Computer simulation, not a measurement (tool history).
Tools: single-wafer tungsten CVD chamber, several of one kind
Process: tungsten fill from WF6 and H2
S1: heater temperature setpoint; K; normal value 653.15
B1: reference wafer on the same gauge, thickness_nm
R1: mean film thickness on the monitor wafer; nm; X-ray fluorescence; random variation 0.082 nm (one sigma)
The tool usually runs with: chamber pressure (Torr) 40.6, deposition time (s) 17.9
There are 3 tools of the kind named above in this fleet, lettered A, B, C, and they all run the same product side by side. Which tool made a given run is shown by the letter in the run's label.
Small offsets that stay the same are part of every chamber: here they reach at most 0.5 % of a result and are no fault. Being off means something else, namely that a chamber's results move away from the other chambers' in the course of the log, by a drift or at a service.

run 1A hour=6.4 | S1=653.15 chamber_pressure_(Torr)=40.6 deposition_time_(s)=17.9 | B1=39.112 | R1=40.668
run 2B hour=14.3 | S1=653.15 chamber_pressure_(Torr)=40.6 deposition_time_(s)=17.9 | B1=39.090 | R1=40.569
run 3C hour=20.9 | S1=653.15 chamber_pressure_(Torr)=40.6 deposition_time_(s)=17.9 | B1=39.092 | R1=40.647
run 4C hour=28.1 | S1=653.15 chamber_pressure_(Torr)=40.6 deposition_time_(s)=17.9 | B1=39.107 | R1=40.657
run 5B hour=35.0 | S1=653.15 chamber_pressure_(Torr)=40.6 deposition_time_(s)=17.9 | B1=39.103 | R1=40.655
run 6A hour=42.8 | S1=647.15 chamber_pressure_(Torr)=40.6 deposition_time_(s)=19.7 | B1=39.087 | R1=39.672
run 7B hour=48.8 | S1=647.15 chamber_pressure_(Torr)=40.6 deposition_time_(s)=19.7 | B1=39.116 | R1=39.391
run 8A hour=53.5 | S1=647.15 chamber_pressure_(Torr)=40.6 deposition_time_(s)=19.7 | B1=39.114 | R1=39.632
run 9C hour=60.3 | S1=653.15 chamber_pressure_(Torr)=40.6 deposition_time_(s)=17.9 | B1=39.104 | R1=40.645
run 10C hour=66.0 | S1=653.15 chamber_pressure_(Torr)=40.6 deposition_time_(s)=17.9 | B1=39.098 | R1=40.864
run 11B hour=70.2 | S1=653.15 chamber_pressure_(Torr)=40.6 deposition_time_(s)=17.9 | B1=39.111 | R1=40.374
run 12A hour=77.3 | S1=648.15 chamber_pressure_(Torr)=40.6 deposition_time_(s)=17.9 | B1=39.101 | R1=36.805
run 13A hour=84.8 | S1=648.15 chamber_pressure_(Torr)=40.6 deposition_time_(s)=17.9 | B1=39.082 | R1=36.717
run 14B hour=89.1 | S1=648.15 chamber_pressure_(Torr)=40.6 deposition_time_(s)=17.9 | B1=39.125 | R1=36.532
run 15C hour=98.5 | S1=653.15 chamber_pressure_(Torr)=40.6 deposition_time_(s)=17.9 | B1=39.098 | R1=40.700
-- hour=101.0 chamber B: thermocouple changed; heater temperature recalibrated
run 16C hour=106.0 | S1=648.15 chamber_pressure_(Torr)=40.6 deposition_time_(s)=16.5 | B1=39.098 | R1=33.860
run 17B hour=112.8 | S1=648.15 chamber_pressure_(Torr)=40.6 deposition_time_(s)=16.5 | B1=39.112 | R1=33.082
run 18A hour=118.9 | S1=648.15 chamber_pressure_(Torr)=40.6 deposition_time_(s)=16.5 | B1=39.106 | R1=33.717
run 19B hour=126.1 | S1=653.15 chamber_pressure_(Torr)=40.6 deposition_time_(s)=17.9 | B1=39.076 | R1=39.973
run 20C hour=131.2 | S1=653.15 chamber_pressure_(Torr)=40.6 deposition_time_(s)=17.9 | B1=39.104 | R1=40.656
run 21A hour=135.7 | S1=653.15 chamber_pressure_(Torr)=40.6 deposition_time_(s)=17.9 | B1=39.087 | R1=40.716
run 22A hour=140.5 | S1=653.15 chamber_pressure_(Torr)=40.6 deposition_time_(s)=17.9 | B1=39.107 | R1=40.871
run 23C hour=145.8 | S1=653.15 chamber_pressure_(Torr)=40.6 deposition_time_(s)=17.9 | B1=39.130 | R1=40.664
run 24B hour=153.5 | S1=653.15 chamber_pressure_(Torr)=40.6 deposition_time_(s)=17.9 | B1=39.095 | R1=39.992
run 25A hour=161.5 | S1=653.15 chamber_pressure_(Torr)=40.6 deposition_time_(s)=17.9 | B1=39.102 | R1=40.721
run 26C hour=169.0 | S1=653.15 chamber_pressure_(Torr)=40.6 deposition_time_(s)=17.9 | B1=39.097 | R1=40.783
run 27B hour=176.4 | S1=653.15 chamber_pressure_(Torr)=40.6 deposition_time_(s)=17.9 | B1=39.130 | R1=39.966
run 28B hour=183.0 | S1=653.15 chamber_pressure_(Torr)=40.6 deposition_time_(s)=17.9 | B1=39.099 | R1=39.964
run 29A hour=190.3 | S1=653.15 chamber_pressure_(Torr)=40.6 deposition_time_(s)=17.9 | B1=39.126 | R1=40.623
run 30C hour=195.6 | S1=653.15 chamber_pressure_(Torr)=40.6 deposition_time_(s)=17.9 | B1=39.095 | R1=40.723
run 31A hour=204.6 | S1=653.15 chamber_pressure_(Torr)=40.6 deposition_time_(s)=17.9 | B1=39.091 | R1=40.859
run 32B hour=213.3 | S1=653.15 chamber_pressure_(Torr)=40.6 deposition_time_(s)=17.9 | B1=39.085 | R1=39.993
run 33C hour=218.6 | S1=653.15 chamber_pressure_(Torr)=40.6 deposition_time_(s)=17.9 | B1=39.097 | R1=40.784
run 34B hour=223.4 | S1=653.15 chamber_pressure_(Torr)=40.6 deposition_time_(s)=17.9 | B1=39.105 | R1=40.204
run 35A hour=230.6 | S1=653.15 chamber_pressure_(Torr)=40.6 deposition_time_(s)=17.9 | B1=39.105 | R1=40.534
run 36C hour=234.8 | S1=653.15 chamber_pressure_(Torr)=40.6 deposition_time_(s)=17.9 | B1=39.109 | R1=40.699
run 37A hour=242.9 | S1=653.15 chamber_pressure_(Torr)=40.6 deposition_time_(s)=17.9 | B1=39.122 | R1=40.685
-- hour=249.4 chamber C: thermocouple changed; heater temperature recalibrated
run 38C hour=251.8 | S1=653.15 chamber_pressure_(Torr)=40.6 deposition_time_(s)=17.9 | B1=39.109 | R1=40.739
run 39B hour=258.2 | S1=653.15 chamber_pressure_(Torr)=40.6 deposition_time_(s)=17.9 | B1=39.115 | R1=40.100

Is one chamber out of step, is the gauge drifting, or do the chambers differ by no more than their own small offsets? For an off chamber, give its letter and the likeliest cause.

Chamber B has stood off from the others ever since a service on it.
Most likely cause: wafer temperature below the value expected at the setpoint (K) = 0.562.

Chamber B could run next with any of the 4 candidate recipes listed below; each alters the usual settings, and their results appear as question marks. Which one brings its results back in line with what the other chambers deliver on the usual settings?
In-line tolerance around the mean of the other chambers on the usual settings: R1 0.330 nm
run 40B-1 hour=265.0 | S1=653.15 chamber_pressure_(Torr)=39.2 deposition_time_(s)=17.9 | R1=?
run 40B-2 hour=265.0 | S1=653.15 chamber_pressure_(Torr)=40.6 deposition_time_(s)=17.3 | R1=?
run 40B-3 hour=265.0 | S1=654.15 chamber_pressure_(Torr)=40.9 deposition_time_(s)=18.1 | R1=?
run 40B-4 hour=265.0 | S1=653.15 chamber_pressure_(Torr)=42.0 deposition_time_(s)=17.9 | R1=?

Average result of the remaining chambers running the usual settings: R1 40.690 nm
run=40B-1 R1=39.454
run=40B-2 R1=38.738
run=40B-3 R1=41.519
run=40B-4 R1=40.709
Change 40B-4 lands the chamber within the allowed miss of the other chambers.

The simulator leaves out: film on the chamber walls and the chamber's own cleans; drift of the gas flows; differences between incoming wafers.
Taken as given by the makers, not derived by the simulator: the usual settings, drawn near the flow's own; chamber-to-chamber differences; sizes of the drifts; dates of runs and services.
